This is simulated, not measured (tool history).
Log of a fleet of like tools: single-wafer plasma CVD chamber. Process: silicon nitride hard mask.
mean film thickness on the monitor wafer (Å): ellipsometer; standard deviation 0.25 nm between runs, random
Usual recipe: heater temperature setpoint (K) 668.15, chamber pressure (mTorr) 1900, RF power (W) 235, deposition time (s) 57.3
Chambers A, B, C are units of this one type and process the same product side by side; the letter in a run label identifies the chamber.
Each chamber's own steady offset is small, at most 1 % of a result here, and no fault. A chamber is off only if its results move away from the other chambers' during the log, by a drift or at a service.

| run | day | heater temperature setpoint (K) | chamber pressure (mTorr) | RF power (W) | deposition time (s) | hours since the last thermocouple change | hours since the last RF generator calibration | hours since the last manometer calibration | read-back reference wafer on the same gauge, thickness_nm | mean film thickness on the monitor wafer (Å) |
|---|---|---|---|---|---|---|---|---|---|---|
|  | 0.038 | chamber A: RF generator calibrated |
| 1B | 0.271 | 668.15 | 1900 | 235 | 57.3 | 1469.4 | 91.8 | 1354.3 | 64.740 | 584.18 |
| 2C | 0.808 | 668.15 | 1900 | 235 | 57.3 | 1137.4 | 502.2 | 1805.7 | 64.691 | 585.65 |
| 3A | 1.342 | 668.15 | 1900 | 235 | 57.3 | 1128.6 | 31.4 | 981.4 | 64.765 | 584.31 |
| 4B | 1.862 | 668.15 | 1900 | 235 | 57.3 | 1507.6 | 130.0 | 1392.5 | 64.586 | 580.00 |
| 5C | 2.333 | 668.15 | 1900 | 235 | 57.3 | 1174.0 | 538.8 | 1842.3 | 64.696 | 585.20 |
| 6A | 2.858 | 668.15 | 1900 | 235 | 57.3 | 1165.0 | 67.8 | 1017.8 | 64.675 | 584.46 |
| 7A | 3.138 | 668.15 | 1900 | 235 | 57.3 | 1171.7 | 74.5 | 1024.5 | 64.669 | 582.62 |
| 8C | 3.508 | 668.15 | 1900 | 235 | 57.3 | 1202.2 | 567.0 | 1870.5 | 64.724 | 583.56 |
| 9B | 3.796 | 668.15 | 1900 | 235 | 57.3 | 1554.0 | 176.4 | 1438.9 | 64.752 | 583.24 |
| 10B | 4.254 | 668.15 | 1900 | 235 | 57.3 | 1565.0 | 187.4 | 1449.9 | 64.708 | 580.85 |
| 11C | 4.758 | 668.15 | 1900 | 235 | 57.3 | 1232.2 | 597.0 | 1900.5 | 64.744 | 582.26 |
|  | 5.000 | chamber A: thermocouple changed; heater temperature recalibrated |
| 12A | 5.021 | 668.15 | 1900 | 235 | 57.3 | 0.6 | 119.7 | 1069.7 | 64.724 | 583.78 |
| 13C | 5.421 | 668.15 | 1900 | 235 | 57.3 | 1248.1 | 612.9 | 1916.4 | 64.703 | 580.67 |
| 14B | 5.862 | 668.15 | 1900 | 235 | 57.3 | 1603.6 | 226.0 | 1488.5 | 64.661 | 582.34 |
| 15A | 6.233 | 668.15 | 1900 | 235 | 57.3 | 29.7 | 148.8 | 1098.8 | 64.720 | 585.85 |
| 16A | 6.575 | 668.15 | 1900 | 235 | 57.3 | 37.9 | 157.0 | 1107.0 | 64.697 | 587.34 |
|  | 6.688 | chamber B: capacitance manometer re-zeroed and calibrated |
| 17B | 6.996 | 668.15 | 1900 | 235 | 57.3 | 1630.8 | 253.2 | 7.4 | 64.577 | 582.05 |
| 18C | 7.396 | 668.15 | 1900 | 235 | 57.3 | 1295.5 | 660.3 | 1963.8 | 64.719 | 578.99 |
| 19B | 7.946 | 668.15 | 1900 | 235 | 57.3 | 1653.6 | 276.0 | 30.2 | 64.707 | 581.46 |
| 20C | 8.250 | 668.15 | 1900 | 235 | 57.3 | 1316.0 | 680.8 | 1984.3 | 64.690 | 578.27 |
| 21A | 8.600 | 668.15 | 1900 | 235 | 57.3 | 86.5 | 205.6 | 1155.6 | 64.733 | 583.08 |
| 22B | 8.871 | 668.15 | 1900 | 235 | 57.3 | 1675.8 | 298.2 | 52.4 | 64.693 | 585.13 |
| 23C | 9.442 | 668.15 | 1900 | 235 | 57.3 | 1344.6 | 709.4 | 2012.9 | 64.690 | 571.42 |
| 24A | 9.775 | 656.15 | 1900 | 215 | 57.3 | 114.7 | 233.8 | 1183.8 | 64.736 | 549.10 |
|  | 10.017 | chamber C: thermocouple changed; heater temperature recalibrated |
| 25B | 10.108 | 656.15 | 1900 | 215 | 57.3 | 1705.5 | 327.9 | 82.1 | 64.693 | 549.42 |
| 26A | 10.558 | 656.15 | 1900 | 215 | 57.3 | 133.5 | 252.6 | 1202.6 | 64.787 | 547.01 |
| 27C | 11.092 | 668.15 | 1900 | 235 | 57.3 | 25.8 | 749.0 | 2052.5 | 64.637 | 571.59 |
| 28A | 11.583 | 668.15 | 1900 | 235 | 57.3 | 158.1 | 277.2 | 1227.2 | 64.744 | 584.08 |
| 29B | 11.900 | 668.15 | 1900 | 235 | 57.3 | 1748.5 | 370.9 | 125.1 | 64.679 | 584.83 |
| 30C | 12.300 | 668.15 | 1900 | 215 | 51.4 | 54.8 | 778.0 | 2081.5 | 64.766 | 473.10 |
| 31C | 12.725 | 668.15 | 1900 | 215 | 51.4 | 65.0 | 788.2 | 2091.7 | 64.655 | 479.23 |
| 32B | 12.992 | 668.15 | 1900 | 215 | 51.4 | 1774.7 | 397.1 | 151.3 | 64.754 | 486.53 |
| 33A | 13.546 | 668.15 | 1900 | 235 | 57.3 | 205.2 | 324.3 | 1274.3 | 64.654 | 585.99 |
| 34A | 14.075 | 668.15 | 1900 | 235 | 57.3 | 217.9 | 337.0 | 1287.0 | 64.758 | 582.17 |
| 35C | 14.488 | 668.15 | 1900 | 235 | 57.3 | 107.3 | 830.5 | 2134.0 | 64.695 | 560.11 |
| 36B | 15.058 | 668.15 | 1900 | 235 | 57.3 | 1824.3 | 446.7 | 200.9 | 64.718 | 582.98 |
| 37A | 15.554 | 668.15 | 1900 | 235 | 57.3 | 253.4 | 372.5 | 1322.5 | 64.736 | 585.35 |
| 38B | 16.104 | 668.15 | 1900 | 235 | 57.3 | 1849.4 | 471.8 | 226.0 | 64.726 | 580.96 |

Read the log: is a single chamber off, either drifting away or since a service, is the gauge that measures every chamber drifting, or is nothing wrong beyond small per-chamber offsets? Name any odd chamber and what most likely caused it.

One chamber, C, drifts off from the rest bit by bit.
Likeliest cause: delivered RF power below the setpoint (%) = 7.37.

Here are 4 candidates for chamber C's next run, each the usual settings with a change, their results left as question marks. Which one brings its results back in line with what the others give on the usual settings?
Allowed miss from the other chambers' usual-settings mean, per result, to count as in line: mean film thickness on the monitor wafer (Å) 8.70
| 39C-1 | 16.529 | 668.15 | 1850 | 225 | 54.1 |  |  |  |  | ? |
| 39C-2 | 16.529 | 668.15 | 1900 | 235 | 62.5 |  |  |  |  | ? |
| 39C-3 | 16.529 | 668.15 | 1880 | 230 | 55.6 |  |  |  |  | ? |
| 39C-4 | 16.529 | 668.15 | 1920 | 240 | 59.0 |  |  |  |  | ? |

Other chambers, usual settings, mean: mean film thickness on the monitor wafer (Å) 582.51
| run | mean film thickness on the monitor wafer (Å) |
|---|---|
| 39C-1 | 504.89 |
| 39C-2 | 606.48 |
| 39C-3 | 529.65 |
| 39C-4 | 583.16 |
39C-4 brings the chamber back in line.

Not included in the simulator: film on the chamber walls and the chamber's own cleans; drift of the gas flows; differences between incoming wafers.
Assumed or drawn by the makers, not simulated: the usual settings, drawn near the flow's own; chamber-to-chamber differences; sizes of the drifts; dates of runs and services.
